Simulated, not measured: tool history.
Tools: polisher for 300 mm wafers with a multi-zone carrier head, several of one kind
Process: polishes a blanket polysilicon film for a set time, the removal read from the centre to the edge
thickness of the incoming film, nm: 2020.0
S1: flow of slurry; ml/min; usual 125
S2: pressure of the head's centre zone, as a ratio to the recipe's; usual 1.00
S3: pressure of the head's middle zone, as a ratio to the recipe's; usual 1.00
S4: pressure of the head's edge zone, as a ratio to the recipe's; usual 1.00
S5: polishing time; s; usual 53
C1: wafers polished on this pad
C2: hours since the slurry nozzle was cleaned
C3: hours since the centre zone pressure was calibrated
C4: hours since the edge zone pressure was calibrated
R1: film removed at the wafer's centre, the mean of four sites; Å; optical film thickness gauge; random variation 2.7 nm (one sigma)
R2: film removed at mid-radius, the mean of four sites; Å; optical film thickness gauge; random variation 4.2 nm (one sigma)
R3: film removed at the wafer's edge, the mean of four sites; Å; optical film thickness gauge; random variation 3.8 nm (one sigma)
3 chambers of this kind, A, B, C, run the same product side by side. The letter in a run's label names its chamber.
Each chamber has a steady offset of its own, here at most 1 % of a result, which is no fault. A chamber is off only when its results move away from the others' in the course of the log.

-- hour=0.9 chamber B: worn pad replaced by a new one
run 1C hour=3.8 | S1=125 S2=1.00 S3=1.00 S4=1.00 S5=53 | C1=410 C2=101.3 C3=436.2 C4=1196.4 | R1=3434.2 R2=3372.3 R3=3414.8
run 2A hour=6.9 | S1=125 S2=1.00 S3=1.00 S4=1.00 S5=53 | C1=781 C2=225.3 C3=591.8 C4=1155.1 | R1=3411.5 R2=3348.0 R3=3405.0
run 3B hour=11.1 | S1=125 S2=1.00 S3=1.00 S4=1.00 S5=53 | C1=88 C2=489.0 C3=199.7 C4=158.3 | R1=3417.9 R2=3357.2 R3=3403.3
run 4B hour=13.7 | S1=125 S2=1.00 S3=1.00 S4=1.00 S5=53 | C1=110 C2=491.6 C3=202.3 C4=160.9 | R1=3386.2 R2=3399.4 R3=3359.7
run 5A hour=18.0 | S1=125 S2=1.00 S3=1.00 S4=1.00 S5=53 | C1=877 C2=236.4 C3=602.9 C4=1166.2 | R1=3393.7 R2=3353.6 R3=3419.8
-- hour=18.1 chamber B: slurry nozzle cleaned
run 6C hour=23.2 | S1=125 S2=1.08 S3=1.00 S4=1.00 S5=70 | C1=578 C2=120.7 C3=455.6 C4=1215.8 | R1=4896.9 R2=4461.0 R3=4420.0
-- hour=25.3 chamber A: slurry nozzle cleaned
-- hour=25.9 chamber A: edge zone pressure recalibrated
run 7C hour=26.7 | S1=125 S2=1.08 S3=1.00 S4=1.00 S5=70 | C1=608 C2=124.2 C3=459.1 C4=1219.3 | R1=4853.1 R2=4386.3 R3=4495.8
run 8A hour=30.4 | S1=125 S2=1.08 S3=1.00 S4=1.00 S5=70 | C1=984 C2=5.1 C3=615.3 C4=4.5 | R1=4946.1 R2=4461.3 R3=4422.8
run 9B hour=33.3 | S1=125 S2=1.00 S3=1.00 S4=1.00 S5=53 | C1=279 C2=15.2 C3=221.9 C4=180.5 | R1=3412.1 R2=3376.9 R3=3447.6
run 10C hour=35.9 | S1=125 S2=1.00 S3=1.00 S4=1.00 S5=53 | C1=687 C2=133.4 C3=468.3 C4=1228.5 | R1=3401.9 R2=3403.9 R3=3456.3
run 11B hour=38.8 | S1=125 S2=1.00 S3=0.96 S4=1.06 S5=53 | C1=327 C2=20.7 C3=227.4 C4=186.0 | R1=3411.3 R2=3202.2 R3=3464.7
run 12A hour=41.7 | S1=125 S2=1.00 S3=0.96 S4=1.06 S5=53 | C1=1081 C2=16.4 C3=626.6 C4=15.8 | R1=3410.9 R2=3254.1 R3=3482.1
run 13A hour=44.1 | S1=125 S2=1.00 S3=0.96 S4=1.06 S5=53 | C1=1102 C2=18.8 C3=629.0 C4=18.2 | R1=3431.4 R2=3301.6 R3=3526.7
-- hour=48.2 chamber A: worn pad replaced by a new one
run 14C hour=49.2 | S1=155 S2=1.00 S3=1.00 S4=1.00 S5=53 | C1=802 C2=146.7 C3=481.6 C4=1241.8 | R1=3571.1 R2=3466.2 R3=3467.5
run 15B hour=53.8 | S1=155 S2=1.00 S3=1.00 S4=1.00 S5=53 | C1=456 C2=35.7 C3=242.4 C4=201.0 | R1=3598.4 R2=3618.7 R3=3500.5
-- hour=56.2 chamber B: worn pad replaced by a new one
run 16A hour=57.5 | S1=155 S2=1.00 S3=1.00 S4=1.00 S5=53 | C1=80 C2=32.2 C3=642.4 C4=31.6 | R1=3546.7 R2=3568.9 R3=3496.2
run 17B hour=62.5 | S1=125 S2=1.04 S3=1.00 S4=1.00 S5=53 | C1=54 C2=44.4 C3=251.1 C4=209.7 | R1=3567.7 R2=3435.8 R3=3390.6
run 18C hour=65.7 | S1=125 S2=1.04 S3=1.00 S4=1.00 S5=53 | C1=944 C2=163.2 C3=498.1 C4=1258.3 | R1=3553.9 R2=3421.9 R3=3429.0
run 19C hour=68.3 | S1=125 S2=1.04 S3=1.00 S4=1.00 S5=53 | C1=967 C2=165.8 C3=500.7 C4=1260.9 | R1=3557.3 R2=3419.4 R3=3391.2
run 20B hour=73.1 | S1=125 S2=1.00 S3=1.00 S4=1.00 S5=53 | C1=146 C2=55.0 C3=261.7 C4=220.3 | R1=3369.9 R2=3360.4 R3=3452.5
run 21A hour=76.3 | S1=125 S2=1.00 S3=1.00 S4=1.00 S5=53 | C1=242 C2=51.0 C3=661.2 C4=50.4 | R1=3448.3 R2=3436.6 R3=3344.3
run 22B hour=80.8 | S1=125 S2=1.00 S3=1.00 S4=1.00 S5=53 | C1=212 C2=62.7 C3=269.4 C4=228.0 | R1=3407.8 R2=3468.4 R3=3407.2
run 23A hour=85.8 | S1=125 S2=1.00 S3=1.00 S4=1.00 S5=53 | C1=324 C2=60.5 C3=670.7 C4=59.9 | R1=3398.9 R2=3426.5 R3=3388.1
run 24C hour=89.3 | S1=125 S2=1.00 S3=1.00 S4=1.00 S5=53 | C1=1148 C2=186.8 C3=521.7 C4=1281.9 | R1=3381.2 R2=3412.4 R3=3398.6
run 25C hour=94.3 | S1=125 S2=1.00 S3=1.00 S4=1.00 S5=53 | C1=1191 C2=191.8 C3=526.7 C4=1286.9 | R1=3368.2 R2=3371.0 R3=3388.5
run 26B hour=99.3 | S1=125 S2=1.00 S3=1.00 S4=1.00 S5=53 | C1=372 C2=81.2 C3=287.9 C4=246.5 | R1=3358.2 R2=3343.4 R3=3365.9
run 27A hour=104.4 | S1=125 S2=1.00 S3=1.00 S4=1.00 S5=53 | C1=485 C2=79.1 C3=689.3 C4=78.5 | R1=3394.5 R2=3403.0 R3=3412.9
run 28A hour=106.6 | S1=125 S2=1.00 S3=1.00 S4=1.00 S5=53 | C1=503 C2=81.3 C3=691.5 C4=80.7 | R1=3397.5 R2=3427.3 R3=3378.4
run 29C hour=110.5 | S1=125 S2=1.00 S3=1.00 S4=1.08 S5=53 | C1=1330 C2=208.0 C3=542.9 C4=1303.1 | R1=3346.7 R2=3403.3 R3=3530.7
run 30B hour=113.2 | S1=125 S2=1.00 S3=1.00 S4=1.08 S5=53 | C1=491 C2=95.1 C3=301.8 C4=260.4 | R1=3377.9 R2=3319.9 R3=3445.7
-- hour=114.4 chamber B: worn pad replaced by a new one
run 31A hour=117.4 | S1=125 S2=1.00 S3=1.00 S4=1.08 S5=53 | C1=597 C2=92.1 C3=702.3 C4=91.5 | R1=3393.0 R2=3433.9 R3=3509.0
-- hour=118.1 chamber C: edge zone pressure recalibrated
run 32C hour=121.2 | S1=125 S2=1.00 S3=1.08 S4=1.00 S5=53 | C1=1423 C2=218.7 C3=553.6 C4=3.1 | R1=3367.2 R2=3680.4 R3=3341.8
-- hour=121.5 chamber C: worn pad replaced by a new one
run 33B hour=123.7 | S1=125 S2=1.00 S3=1.08 S4=1.00 S5=53 | C1=80 C2=105.6 C3=312.3 C4=270.9 | R1=3400.4 R2=3677.3 R3=3344.7
run 34A hour=126.4 | S1=125 S2=1.00 S3=1.08 S4=1.00 S5=53 | C1=674 C2=101.1 C3=711.3 C4=100.5 | R1=3417.2 R2=3620.7 R3=3364.7
run 35C hour=129.7 | S1=100 S2=0.93 S3=1.00 S4=1.00 S5=53 | C1=70 C2=227.2 C3=562.1 C4=11.6 | R1=2907.4 R2=3244.9 R3=3276.8
run 36B hour=134.9 | S1=100 S2=0.93 S3=1.00 S4=1.00 S5=53 | C1=177 C2=116.8 C3=323.5 C4=282.1 | R1=2918.3 R2=3183.1 R3=3196.1
run 37A hour=139.4 | S1=100 S2=0.93 S3=1.00 S4=1.00 S5=53 | C1=786 C2=114.1 C3=724.3 C4=113.5 | R1=2934.0 R2=3248.3 R3=3261.1
run 38B hour=142.5 | S1=125 S2=1.00 S3=1.00 S4=1.00 S5=53 | C1=242 C2=124.4 C3=331.1 C4=289.7 | R1=3384.6 R2=3329.2 R3=3443.6
run 39C hour=145.6 | S1=125 S2=1.00 S3=1.00 S4=1.00 S5=53 | C1=207 C2=243.1 C3=578.0 C4=27.5 | R1=3351.0 R2=3399.8 R3=3389.2
run 40C hour=148.9 | S1=125 S2=1.00 S3=1.00 S4=1.00 S5=53 | C1=236 C2=246.4 C3=581.3 C4=30.8 | R1=3385.1 R2=3370.4 R3=3389.8
run 41A hour=152.2 | S1=125 S2=1.00 S3=1.00 S4=1.05 S5=53 | C1=897 C2=126.9 C3=737.1 C4=126.3 | R1=3420.9 R2=3445.2 R3=3492.6

All 3 chambers run these settings next. Forecast each chamber's results:
run 42A hour=156.0 | S1=125 S2=1.00 S3=1.00 S4=1.00 S5=53 | R1=? R2=? R3=?
run 42B hour=156.0 | S1=125 S2=1.00 S3=1.00 S4=1.00 S5=53 | R1=? R2=? R3=?
run 42C hour=156.0 | S1=125 S2=1.00 S3=1.00 S4=1.00 S5=53 | R1=? R2=? R3=?

run=42A R1=3426.2 R2=3369.9 R3=3331.9
run=42B R1=3348.3 R2=3390.9 R3=3364.9
run=42C R1=3401.3 R2=3335.0 R3=3335.1
